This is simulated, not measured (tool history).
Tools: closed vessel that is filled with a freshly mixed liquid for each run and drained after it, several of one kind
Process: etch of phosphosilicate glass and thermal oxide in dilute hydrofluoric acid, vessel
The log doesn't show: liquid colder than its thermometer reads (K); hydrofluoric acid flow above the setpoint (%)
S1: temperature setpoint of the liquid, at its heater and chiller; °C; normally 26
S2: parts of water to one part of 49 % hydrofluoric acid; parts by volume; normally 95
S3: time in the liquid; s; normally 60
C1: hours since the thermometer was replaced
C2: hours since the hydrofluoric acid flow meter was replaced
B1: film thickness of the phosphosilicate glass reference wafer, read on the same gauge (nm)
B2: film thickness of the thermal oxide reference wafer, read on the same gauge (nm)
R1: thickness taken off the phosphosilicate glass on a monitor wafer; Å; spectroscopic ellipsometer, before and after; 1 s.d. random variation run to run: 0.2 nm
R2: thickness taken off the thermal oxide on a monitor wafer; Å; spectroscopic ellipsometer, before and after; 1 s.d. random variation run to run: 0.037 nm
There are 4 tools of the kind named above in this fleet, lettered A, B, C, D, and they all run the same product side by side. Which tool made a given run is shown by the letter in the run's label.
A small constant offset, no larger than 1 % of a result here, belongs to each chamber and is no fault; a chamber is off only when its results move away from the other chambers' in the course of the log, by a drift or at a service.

run 1A hour=11.2 | S1=26 S2=95 S3=60 | C1=2351.2 C2=502.5 | B1=100.02 B2=99.997 | R1=646.69 R2=33.69
-- hour=20.7 chamber B: thermometer replaced
run 2C hour=22.6 | S1=26 S2=95 S3=60 | C1=396.4 C2=283.2 | B1=100.02 B2=99.987 | R1=653.53 R2=34.736
run 3B hour=31.9 | S1=26 S2=95 S3=60 | C1=11.2 C2=1112.4 | B1=100 B2=100.01 | R1=653.96 R2=33.707
run 4D hour=37.7 | S1=26 S2=95 S3=60 | C1=689.4 C2=982.1 | B1=100.04 B2=100 | R1=649.86 R2=33.69
run 5D hour=47.8 | S1=26 S2=95 S3=60 | C1=699.5 C2=992.2 | B1=99.967 B2=99.991 | R1=649.01 R2=34.08
run 6B hour=55.2 | S1=26 S2=95 S3=60 | C1=34.5 C2=1135.7 | B1=100 B2=100.01 | R1=651.95 R2=34.549
run 7C hour=64.4 | S1=26 S2=95 S3=60 | C1=438.2 C2=325 | B1=99.998 B2=100 | R1=649.03 R2=34.833
run 8A hour=72.6 | S1=26 S2=95 S3=60 | C1=2412.6 C2=563.9 | B1=99.979 B2=99.991 | R1=647.48 R2=34.305
-- hour=73.7 chamber B: hydrofluoric acid flow meter replaced
run 9D hour=78.6 | S1=26 S2=95 S3=60 | C1=730.3 C2=1023 | B1=100.05 B2=100.02 | R1=655.32 R2=34.665
run 10A hour=85.9 | S1=26 S2=95 S3=60 | C1=2425.9 C2=577.2 | B1=99.994 B2=100.01 | R1=647.71 R2=34.97
run 11C hour=92.7 | S1=26 S2=95 S3=60 | C1=466.5 C2=353.3 | B1=99.972 B2=100.01 | R1=653.14 R2=34.413
run 12B hour=103.1 | S1=26 S2=95 S3=60 | C1=82.4 C2=29.4 | B1=100.03 B2=99.974 | R1=654.24 R2=34.156
run 13B hour=113.8 | S1=26 S2=95 S3=60 | C1=93.1 C2=40.1 | B1=99.997 B2=99.989 | R1=658.05 R2=34.846
run 14D hour=124.9 | S1=26 S2=95 S3=60 | C1=776.6 C2=1069.3 | B1=99.991 B2=100.02 | R1=651.46 R2=34.458
run 15A hour=136.6 | S1=26 S2=95 S3=60 | C1=2476.6 C2=627.9 | B1=99.974 B2=100 | R1=645.94 R2=34.863
run 16C hour=145.6 | S1=26 S2=95 S3=60 | C1=519.4 C2=406.2 | B1=100.02 B2=100 | R1=653.6 R2=34.904
run 17D hour=157.4 | S1=26 S2=95 S3=60 | C1=809.1 C2=1101.8 | B1=99.938 B2=99.986 | R1=652.32 R2=33.487
run 18C hour=165 | S1=26 S2=95 S3=60 | C1=538.8 C2=425.6 | B1=100.03 B2=99.994 | R1=652.28 R2=34.594
-- hour=165.4 chamber D: hydrofluoric acid flow meter replaced
run 19A hour=171.8 | S1=26 S2=95 S3=60 | C1=2511.8 C2=663.1 | B1=99.98 B2=100.01 | R1=643.4 R2=34.198
-- hour=172.3 chamber A: thermometer replaced
run 20B hour=179.4 | S1=26 S2=95 S3=60 | C1=158.7 C2=105.7 | B1=99.995 B2=99.984 | R1=655.66 R2=34.496
run 21A hour=187.4 | S1=23 S2=95 S3=60 | C1=15.2 C2=678.7 | B1=99.997 B2=100.01 | R1=577 R2=30.603
run 22C hour=195.8 | S1=23 S2=95 S3=60 | C1=569.6 C2=456.4 | B1=99.977 B2=100 | R1=578.11 R2=30.714
run 23B hour=205.9 | S1=23 S2=95 S3=60 | C1=185.2 C2=132.2 | B1=100.01 B2=99.998 | R1=580.32 R2=30.649
run 24D hour=216.5 | S1=23 S2=95 S3=60 | C1=868.2 C2=51.2 | B1=99.977 B2=100.01 | R1=576.25 R2=30.483
run 25C hour=221.8 | S1=26 S2=95 S3=60 | C1=595.6 C2=482.4 | B1=99.999 B2=99.975 | R1=652.82 R2=34.156
run 26B hour=228.3 | S1=26 S2=95 S3=60 | C1=207.6 C2=154.6 | B1=99.989 B2=100.02 | R1=654.15 R2=34.368
run 27D hour=237 | S1=26 S2=95 S3=60 | C1=888.7 C2=71.7 | B1=99.965 B2=99.988 | R1=650.76 R2=34.293
run 28A hour=244.3 | S1=26 S2=95 S3=60 | C1=72.1 C2=735.6 | B1=99.988 B2=100.01 | R1=644.19 R2=34.338
run 29A hour=255.7 | S1=26 S2=50 S3=85 | C1=83.5 C2=747 | B1=100.01 B2=100.01 | R1=1846.9 R2=97.212
run 30D hour=261 | S1=26 S2=50 S3=85 | C1=912.7 C2=95.7 | B1=99.975 B2=100 | R1=1871.3 R2=98.643
run 31C hour=272 | S1=26 S2=50 S3=85 | C1=645.8 C2=532.6 | B1=99.977 B2=99.973 | R1=1889.1 R2=100.44
run 32B hour=281.2 | S1=26 S2=50 S3=85 | C1=260.5 C2=207.5 | B1=99.931 B2=99.992 | R1=1897.4 R2=101.45
run 33D hour=287.8 | S1=26 S2=140 S3=60 | C1=939.5 C2=122.5 | B1=100.01 B2=99.999 | R1=415.25 R2=21.816
run 34B hour=298.2 | S1=26 S2=140 S3=60 | C1=277.5 C2=224.5 | B1=100.02 B2=100.01 | R1=415.61 R2=22.126
run 35A hour=304.1 | S1=26 S2=140 S3=60 | C1=131.9 C2=795.4 | B1=99.997 B2=100.01 | R1=416.3 R2=21.634
-- hour=311.2 chamber A: hydrofluoric acid flow meter replaced
run 36C hour=313.6 | S1=26 S2=140 S3=60 | C1=687.4 C2=574.2 | B1=99.983 B2=100.02 | R1=417.23 R2=21.921
run 37D hour=325 | S1=26 S2=95 S3=60 | C1=976.7 C2=159.7 | B1=99.998 B2=100.02 | R1=650.48 R2=33.979
run 38B hour=331.2 | S1=30 S2=65 S3=60 | C1=310.5 C2=257.5 | B1=99.989 B2=100.01 | R1=1172.3 R2=61.594
run 39C hour=336.9 | S1=30 S2=65 S3=60 | C1=710.7 C2=597.5 | B1=99.983 B2=99.997 | R1=1165.5 R2=60.891
run 40A hour=343 | S1=30 S2=65 S3=60 | C1=170.8 C2=31.9 | B1=100.02 B2=99.993 | R1=1147.4 R2=61.812
run 41B hour=354.7 | S1=30 S2=65 S3=60 | C1=334 C2=281 | B1=100 B2=99.986 | R1=1174.7 R2=61.963
run 42D hour=365.8 | S1=26 S2=95 S3=60 | C1=1017.5 C2=200.5 | B1=99.988 B2=99.993 | R1=649.34 R2=34.143
run 43C hour=372.4 | S1=26 S2=95 S3=60 | C1=746.2 C2=633 | B1=99.987 B2=100.01 | R1=651.48 R2=34.447

Each of the 4 chambers runs these same settings next. Fill in every chamber's results:
run 44A hour=380.9 | S1=26 S2=95 S3=60 | R1=? R2=?
run 44B hour=380.9 | S1=26 S2=95 S3=60 | R1=? R2=?
run 44C hour=380.9 | S1=26 S2=95 S3=60 | R1=? R2=?
run 44D hour=380.9 | S1=26 S2=95 S3=60 | R1=? R2=?

run=44A R1=646.6 R2=35.049
run=44B R1=655.85 R2=34.069
run=44C R1=651.2 R2=34.631
run=44D R1=651.18 R2=33.703
